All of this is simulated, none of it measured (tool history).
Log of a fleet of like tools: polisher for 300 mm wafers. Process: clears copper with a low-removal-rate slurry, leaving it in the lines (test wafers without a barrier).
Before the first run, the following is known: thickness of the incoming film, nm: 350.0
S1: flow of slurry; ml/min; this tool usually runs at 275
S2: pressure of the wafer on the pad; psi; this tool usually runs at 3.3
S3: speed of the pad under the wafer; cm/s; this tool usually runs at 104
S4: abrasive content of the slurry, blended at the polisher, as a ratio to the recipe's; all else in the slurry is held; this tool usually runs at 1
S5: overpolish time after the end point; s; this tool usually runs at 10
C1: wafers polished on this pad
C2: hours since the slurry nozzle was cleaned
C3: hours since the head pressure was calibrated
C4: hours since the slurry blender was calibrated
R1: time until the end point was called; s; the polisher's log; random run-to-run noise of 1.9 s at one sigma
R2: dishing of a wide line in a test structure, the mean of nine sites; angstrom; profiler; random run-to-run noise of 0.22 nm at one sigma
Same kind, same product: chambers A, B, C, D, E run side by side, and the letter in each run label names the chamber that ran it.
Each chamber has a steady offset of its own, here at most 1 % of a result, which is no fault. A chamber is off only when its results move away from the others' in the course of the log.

| run | hour | S1 | S2 | S3 | S4 | S5 | C1 | C2 | C3 | C4 | R1 | R2 |
|---|---|---|---|---|---|---|---|---|---|---|---|---|
|  | 3.1 | chamber E: worn pad replaced by a new one |
| 1D | 7.4 | 275 | 3.3 | 104 | 1 | 10 | 358 | 189.6 | 431.5 | 148.1 | 123.47 | 213.92 |
| 2B | 12.5 | 275 | 3.3 | 104 | 1 | 10 | 604 | 367.8 | 65.1 | 76.8 | 121.59 | 209.14 |
| 3E | 19.8 | 275 | 3.3 | 104 | 1 | 10 | 104 | 336 | 319.8 | 77.2 | 125.8 | 209.31 |
| 4C | 25.7 | 275 | 3.3 | 104 | 1 | 10 | 377 | 483.2 | 993.7 | 150.3 | 124.07 | 210.5 |
|  | 29 | chamber A: head pressure recalibrated |
| 5A | 33.4 | 275 | 3.3 | 104 | 1 | 10 | 427 | 72.9 | 4.5 | 67.5 | 120.49 | 210.14 |
| 6D | 41.3 | 275 | 3.3 | 104 | 1 | 10 | 571 | 223.5 | 465.4 | 182 | 120.35 | 211.49 |
|  | 49 | chamber B: slurry nozzle cleaned |
| 7A | 49.7 | 275 | 3.3 | 104 | 1 | 10 | 529 | 89.2 | 20.8 | 83.8 | 122.51 | 211.72 |
| 8B | 57.7 | 275 | 3.3 | 104 | 1 | 10 | 888 | 8.7 | 110.3 | 122 | 125.79 | 210.27 |
|  | 59.5 | chamber D: slurry blender recalibrated |
| 9E | 67.1 | 275 | 3.3 | 104 | 1 | 10 | 401 | 383.3 | 367.1 | 124.5 | 121.73 | 204.69 |
| 10C | 71.9 | 275 | 3.3 | 104 | 1 | 10 | 666 | 529.4 | 1039.9 | 196.5 | 124.28 | 207.76 |
| 11D | 77.8 | 275 | 3.3 | 104 | 1 | 10 | 800 | 260 | 501.9 | 18.3 | 121.13 | 213.31 |
|  | 78.3 | chamber B: worn pad replaced by a new one |
| 12A | 84.6 | 275 | 3.3 | 104 | 1 | 10 | 748 | 124.1 | 55.7 | 118.7 | 124.42 | 212 |
| 13C | 92.3 | 275 | 3.3 | 104 | 1 | 10 | 794 | 549.8 | 1060.3 | 216.9 | 124.95 | 213.03 |
| 14B | 97.2 | 275 | 3.3 | 104 | 1 | 10 | 118 | 48.2 | 149.8 | 161.5 | 125.9 | 213.27 |
|  | 99.4 | chamber D: worn pad replaced by a new one |
| 15E | 104.2 | 275 | 4.5 | 104 | 1.25 | 10 | 634 | 420.4 | 404.2 | 161.6 | 85.517 | 288.35 |
| 16C | 113.9 | 275 | 4.5 | 104 | 1.25 | 10 | 930 | 571.4 | 1081.9 | 238.5 | 87.686 | 286.44 |
| 17E | 121.6 | 275 | 4.5 | 104 | 1.25 | 10 | 743 | 437.8 | 421.6 | 179 | 84.346 | 289.45 |
|  | 125.6 | chamber A: worn pad replaced by a new one |
| 18D | 131.8 | 275 | 4.5 | 104 | 1.25 | 10 | 203 | 314 | 555.9 | 72.3 | 84.984 | 299.09 |
|  | 138.6 | chamber C: slurry blender recalibrated |
|  | 139.1 | chamber E: slurry nozzle cleaned |
| 19B | 140.4 | 275 | 4.5 | 104 | 1.25 | 10 | 389 | 91.4 | 193 | 204.7 | 84.62 | 300.74 |
| 20A | 149.9 | 275 | 3.3 | 104 | 1 | 10 | 152 | 189.4 | 121 | 184 | 126.86 | 209.49 |
| 21E | 158.6 | 275 | 3.3 | 104 | 1 | 10 | 975 | 19.5 | 458.6 | 216 | 120.47 | 207.37 |
| 22D | 165.8 | 275 | 3.3 | 104 | 1 | 10 | 416 | 348 | 589.9 | 106.3 | 122.42 | 216.25 |
| 23C | 176.3 | 275 | 3.3 | 104 | 1 | 10 | 1321 | 633.8 | 1144.3 | 37.7 | 131.19 | 196.52 |
| 24B | 185.2 | 275 | 3.3 | 104 | 1 | 10 | 671 | 136.2 | 237.8 | 249.5 | 125.13 | 207.69 |
|  | 186.5 | chamber E: worn pad replaced by a new one |
| 25A | 193.6 | 275 | 3.3 | 104 | 1 | 10 | 426 | 233.1 | 164.7 | 227.7 | 123.44 | 208.71 |
|  | 197.7 | chamber C: slurry nozzle cleaned |
| 26B | 203.9 | 275 | 3.3 | 104 | 1 | 10 | 788 | 154.9 | 256.5 | 268.2 | 122.95 | 208.82 |
| 27A | 212 | 275 | 3.3 | 104 | 1 | 10 | 542 | 251.5 | 183.1 | 246.1 | 122.55 | 212.58 |
| 28C | 222.7 | 275 | 3.3 | 104 | 1 | 10 | 1613 | 25 | 1190.7 | 84.1 | 134.39 | 191.86 |
|  | 232.1 | chamber D: worn pad replaced by a new one |
| 29D | 233 | 275 | 3.3 | 104 | 1 | 10 | 5 | 415.2 | 657.1 | 173.5 | 119.54 | 209.09 |
| 30E | 241.3 | 275 | 3.3 | 104 | 1 | 10 | 344 | 102.2 | 541.3 | 298.7 | 121.31 | 208.09 |

Is one chamber off against the others, does the gauge drift, or is nothing wrong? If a chamber is off, say which, and what the likeliest cause is.

Chamber C drifts away from the others.
Most likely cause: removal rate lost through wear of the pad, % = 11.2.
The log may not separate it from: head's pressure below its setpoint, %.

Chamber C could run next with any of the 4 candidate recipes listed below; each alters the usual settings, and their results appear as question marks. Which one brings its results back in line with what the other chambers deliver on the usual settings?
In line here means within this much of the mean the other chambers give on the usual settings: R1 6.6 s; R2 7.8 angstrom
| 31C-1 | 249 | 275 | 3.4 | 106 | 1 | 10 |  |  |  |  | ? | ? |
| 31C-2 | 249 | 275 | 3.5 | 110 | 1 | 10 |  |  |  |  | ? | ? |
| 31C-3 | 249 | 275 | 3.2 | 102 | 1 | 10 |  |  |  |  | ? | ? |
| 31C-4 | 249 | 275 | 3.1 | 98 | 1 | 10 |  |  |  |  | ? | ? |

The mean the other chambers reach with the usual settings: R1 122.21 s; R2 211.14 angstrom
| run | R1 | R2 |
|---|---|---|
| 31C-1 | 130.99 | 199.33 |
| 31C-2 | 122.64 | 212.11 |
| 31C-3 | 144.66 | 181.35 |
| 31C-4 | 155.4 | 169.41 |
31C-2 brings the chamber back in line.
